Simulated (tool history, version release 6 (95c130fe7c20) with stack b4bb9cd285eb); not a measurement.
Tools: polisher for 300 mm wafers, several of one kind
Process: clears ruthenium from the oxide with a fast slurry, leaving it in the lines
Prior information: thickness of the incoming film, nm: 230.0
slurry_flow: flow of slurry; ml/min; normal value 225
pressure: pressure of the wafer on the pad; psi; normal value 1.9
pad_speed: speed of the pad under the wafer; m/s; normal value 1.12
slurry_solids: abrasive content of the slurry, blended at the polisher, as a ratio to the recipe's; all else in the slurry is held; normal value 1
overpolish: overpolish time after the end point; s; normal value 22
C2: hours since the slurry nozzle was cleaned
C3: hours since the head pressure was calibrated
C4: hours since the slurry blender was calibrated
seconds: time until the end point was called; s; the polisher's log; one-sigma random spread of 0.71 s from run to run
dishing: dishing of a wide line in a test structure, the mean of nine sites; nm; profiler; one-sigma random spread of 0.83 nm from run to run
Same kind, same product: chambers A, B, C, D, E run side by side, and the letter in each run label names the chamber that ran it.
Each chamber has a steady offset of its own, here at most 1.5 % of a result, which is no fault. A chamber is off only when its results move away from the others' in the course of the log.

run 1C day=0.475 | slurry_flow=225 pressure=1.9 pad_speed=1.12 slurry_solids=1 overpolish=22 | wafers_polished_on_this_pad=309 C2=690.6 C3=70.8 C4=92 | seconds=61.387 dishing=60.439
-- day=0.562 chamber B: worn pad replaced by a new one
-- day=0.921 chamber E: slurry nozzle cleaned
run 2B day=0.929 | slurry_flow=225 pressure=1.9 pad_speed=1.12 slurry_solids=1 overpolish=22 | wafers_polished_on_this_pad=117 C2=82.5 C3=490.9 C4=332.4 | seconds=61.72 dishing=60.796
run 3D day=1.35 | slurry_flow=225 pressure=1.9 pad_speed=1.12 slurry_solids=1 overpolish=22 | wafers_polished_on_this_pad=884 C2=728.4 C3=172.3 C4=69.9 | seconds=61.79 dishing=57.472
-- day=1.554 chamber D: worn pad replaced by a new one
run 4E day=1.7 | slurry_flow=225 pressure=1.9 pad_speed=1.12 slurry_solids=1 overpolish=22 | wafers_polished_on_this_pad=1043 C2=18.8 C3=398.6 C4=219 | seconds=62.252 dishing=59.927
-- day=1.95 chamber B: head pressure recalibrated
run 5A day=2.142 | slurry_flow=225 pressure=1.9 pad_speed=1.12 slurry_solids=1 overpolish=22 | wafers_polished_on_this_pad=686 C2=521.3 C3=265.7 C4=117.9 | seconds=62.607 dishing=59.641
-- day=2.333 chamber C: worn pad replaced by a new one
run 6C day=2.575 | slurry_flow=225 pressure=1.9 pad_speed=1.12 slurry_solids=1 overpolish=22 | wafers_polished_on_this_pad=76 C2=741 C3=121.2 C4=142.4 | seconds=63.208 dishing=60.478
-- day=2.675 chamber D: slurry nozzle cleaned
run 7E day=2.879 | slurry_flow=225 pressure=1.9 pad_speed=1.12 slurry_solids=1 overpolish=22 | wafers_polished_on_this_pad=1416 C2=47.1 C3=426.9 C4=247.3 | seconds=61.279 dishing=60.611
-- day=2.996 chamber A: worn pad replaced by a new one
-- day=3.092 chamber E: worn pad replaced by a new one
-- day=3.117 chamber E: slurry blender recalibrated
run 8A day=3.358 | slurry_flow=225 pressure=1.9 pad_speed=1.12 slurry_solids=1 overpolish=22 | wafers_polished_on_this_pad=115 C2=550.5 C3=294.9 C4=147.1 | seconds=61.363 dishing=59.311
-- day=3.742 chamber B: worn pad replaced by a new one
run 9D day=3.958 | slurry_flow=290 pressure=1.9 pad_speed=1.12 slurry_solids=1 overpolish=22 | wafers_polished_on_this_pad=760 C2=30.8 C3=234.9 C4=132.5 | seconds=59.459 dishing=61.724
-- day=4.475 chamber C: slurry nozzle cleaned
-- day=4.542 chamber D: worn pad replaced by a new one
run 10B day=4.554 | slurry_flow=290 pressure=1.9 pad_speed=1.12 slurry_solids=1 overpolish=22 | wafers_polished_on_this_pad=256 C2=169.5 C3=62.6 C4=419.4 | seconds=59.625 dishing=60.494
-- day=4.908 chamber C: worn pad replaced by a new one
run 11E day=5.012 | slurry_flow=290 pressure=1.9 pad_speed=1.12 slurry_solids=1 overpolish=22 | wafers_polished_on_this_pad=607 C2=98.3 C3=478.1 C4=45.5 | seconds=60.409 dishing=61.404
run 12C day=5.388 | slurry_flow=290 pressure=1.9 pad_speed=1.12 slurry_solids=1 overpolish=22 | wafers_polished_on_this_pad=152 C2=22 C3=188.7 C4=209.9 | seconds=60.25 dishing=61.072
-- day=5.471 chamber A: worn pad replaced by a new one
run 13B day=5.704 | slurry_flow=290 pressure=1.9 pad_speed=1.12 slurry_solids=1 overpolish=22 | wafers_polished_on_this_pad=620 C2=197.1 C3=90.2 C4=447 | seconds=59.902 dishing=61.978
-- day=6.192 chamber B: worn pad replaced by a new one
run 14D day=6.217 | slurry_flow=225 pressure=1.9 pad_speed=1.12 slurry_solids=1 overpolish=22 | wafers_polished_on_this_pad=529 C2=85 C3=289.1 C4=186.7 | seconds=60.491 dishing=59.702
run 15A day=6.571 | slurry_flow=225 pressure=1.9 pad_speed=1.12 slurry_solids=1 overpolish=22 | wafers_polished_on_this_pad=347 C2=627.6 C3=372 C4=224.2 | seconds=62.36 dishing=59.38
run 16D day=6.875 | slurry_flow=225 pressure=1.9 pad_speed=1.12 slurry_solids=1 overpolish=22 | wafers_polished_on_this_pad=737 C2=100.8 C3=304.9 C4=202.5 | seconds=61.155 dishing=60.523
-- day=7.362 chamber C: worn pad replaced by a new one
run 17A day=7.375 | slurry_flow=225 pressure=1.9 pad_speed=1.12 slurry_solids=1 overpolish=22 | wafers_polished_on_this_pad=602 C2=646.9 C3=391.3 C4=243.5 | seconds=62.939 dishing=58.742
run 18B day=7.788 | slurry_flow=225 pressure=1.9 pad_speed=0.92 slurry_solids=1 overpolish=28 | wafers_polished_on_this_pad=504 C2=247.1 C3=140.2 C4=497 | seconds=74.91 dishing=62.247
-- day=7.883 chamber E: worn pad replaced by a new one
-- day=8.067 chamber A: worn pad replaced by a new one
run 19E day=8.117 | slurry_flow=225 pressure=1.9 pad_speed=0.92 slurry_solids=1 overpolish=28 | wafers_polished_on_this_pad=74 C2=172.8 C3=552.6 C4=120 | seconds=75.719 dishing=61.404
-- day=8.2 chamber D: worn pad replaced by a new one
-- day=8.217 chamber B: slurry blender recalibrated
run 20C day=8.696 | slurry_flow=225 pressure=1.9 pad_speed=0.92 slurry_solids=1 overpolish=28 | wafers_polished_on_this_pad=421 C2=101.4 C3=268.1 C4=289.3 | seconds=76.513 dishing=62.838
-- day=9.238 chamber B: worn pad replaced by a new one
run 21C day=9.279 | slurry_flow=225 pressure=1.9 pad_speed=0.92 slurry_solids=1 overpolish=28 | wafers_polished_on_this_pad=606 C2=115.4 C3=282.1 C4=303.3 | seconds=74.662 dishing=61.19
run 22D day=9.575 | slurry_flow=225 pressure=1.9 pad_speed=0.92 slurry_solids=1 overpolish=28 | wafers_polished_on_this_pad=434 C2=165.6 C3=369.7 C4=267.3 | seconds=74.393 dishing=60.601
run 23B day=10.05 | slurry_flow=225 pressure=1.9 pad_speed=1.12 slurry_solids=1 overpolish=22 | wafers_polished_on_this_pad=257 C2=301.4 C3=194.5 C4=44.1 | seconds=61.141 dishing=59.548
-- day=10.121 chamber C: worn pad replaced by a new one
-- day=10.175 chamber C: slurry blender recalibrated
run 24E day=10.433 | slurry_flow=225 pressure=1.9 pad_speed=1.12 slurry_solids=1 overpolish=22 | wafers_polished_on_this_pad=806 C2=228.4 C3=608.2 C4=175.6 | seconds=63.022 dishing=59.231
-- day=10.875 chamber A: worn pad replaced by a new one
run 25A day=10.992 | slurry_flow=225 pressure=1.9 pad_speed=1.12 slurry_solids=1 overpolish=22 | wafers_polished_on_this_pad=37 C2=733.7 C3=478.1 C4=330.3 | seconds=67.835 dishing=55.935
-- day=11.192 chamber D: worn pad replaced by a new one
run 26D day=11.354 | slurry_flow=225 pressure=1.9 pad_speed=1.12 slurry_solids=1 overpolish=22 | wafers_polished_on_this_pad=51 C2=208.3 C3=412.4 C4=310 | seconds=61.853 dishing=59.074
run 27B day=11.771 | slurry_flow=225 pressure=1.9 pad_speed=1.12 slurry_solids=1 overpolish=22 | wafers_polished_on_this_pad=801 C2=342.7 C3=235.8 C4=85.4 | seconds=61.317 dishing=61.192
-- day=12.033 chamber A: slurry nozzle cleaned
run 28E day=12.1 | slurry_flow=225 pressure=1.9 pad_speed=1.12 slurry_solids=1 overpolish=12 | wafers_polished_on_this_pad=1333 C2=268.4 C3=648.2 C4=215.6 | seconds=61.667 dishing=36.288
-- day=12.192 chamber E: worn pad replaced by a new one
-- day=12.508 chamber E: slurry blender recalibrated
run 29C day=12.617 | slurry_flow=225 pressure=1.9 pad_speed=1.12 slurry_solids=1 overpolish=12 | wafers_polished_on_this_pad=789 C2=195.5 C3=362.2 C4=58.6 | seconds=61.885 dishing=36.099
run 30A day=13.238 | slurry_flow=225 pressure=1.9 pad_speed=1.12 slurry_solids=1 overpolish=12 | wafers_polished_on_this_pad=747 C2=29 C3=532 C4=384.2 | seconds=70.439 dishing=32.508
run 31E day=13.6 | slurry_flow=225 pressure=1.9 pad_speed=1.12 slurry_solids=1 overpolish=12 | wafers_polished_on_this_pad=445 C2=304.4 C3=684.2 C4=26.2 | seconds=61.744 dishing=35.942
run 32D day=14.112 | slurry_flow=225 pressure=1.9 pad_speed=1.12 slurry_solids=1 overpolish=12 | wafers_polished_on_this_pad=923 C2=274.5 C3=478.6 C4=376.2 | seconds=61.604 dishing=35.479

All chambers now run identical settings, listed one chamber a line with results as question marks. What results will each chamber show?
run 33A day=14.567 | slurry_flow=225 pressure=1.9 pad_speed=1.12 slurry_solids=1 overpolish=22 | seconds=? dishing=?
run 33B day=14.567 | slurry_flow=225 pressure=1.9 pad_speed=1.12 slurry_solids=1 overpolish=22 | seconds=? dishing=?
run 33C day=14.567 | slurry_flow=225 pressure=1.9 pad_speed=1.12 slurry_solids=1 overpolish=22 | seconds=? dishing=?
run 33D day=14.567 | slurry_flow=225 pressure=1.9 pad_speed=1.12 slurry_solids=1 overpolish=22 | seconds=? dishing=?
run 33E day=14.567 | slurry_flow=225 pressure=1.9 pad_speed=1.12 slurry_solids=1 overpolish=22 | seconds=? dishing=?

run=33A seconds=72.38 dishing=53.069
run=33B seconds=61.622 dishing=60.199
run=33C seconds=61.502 dishing=60.621
run=33D seconds=60.53 dishing=58.606
run=33E seconds=61.745 dishing=59.626
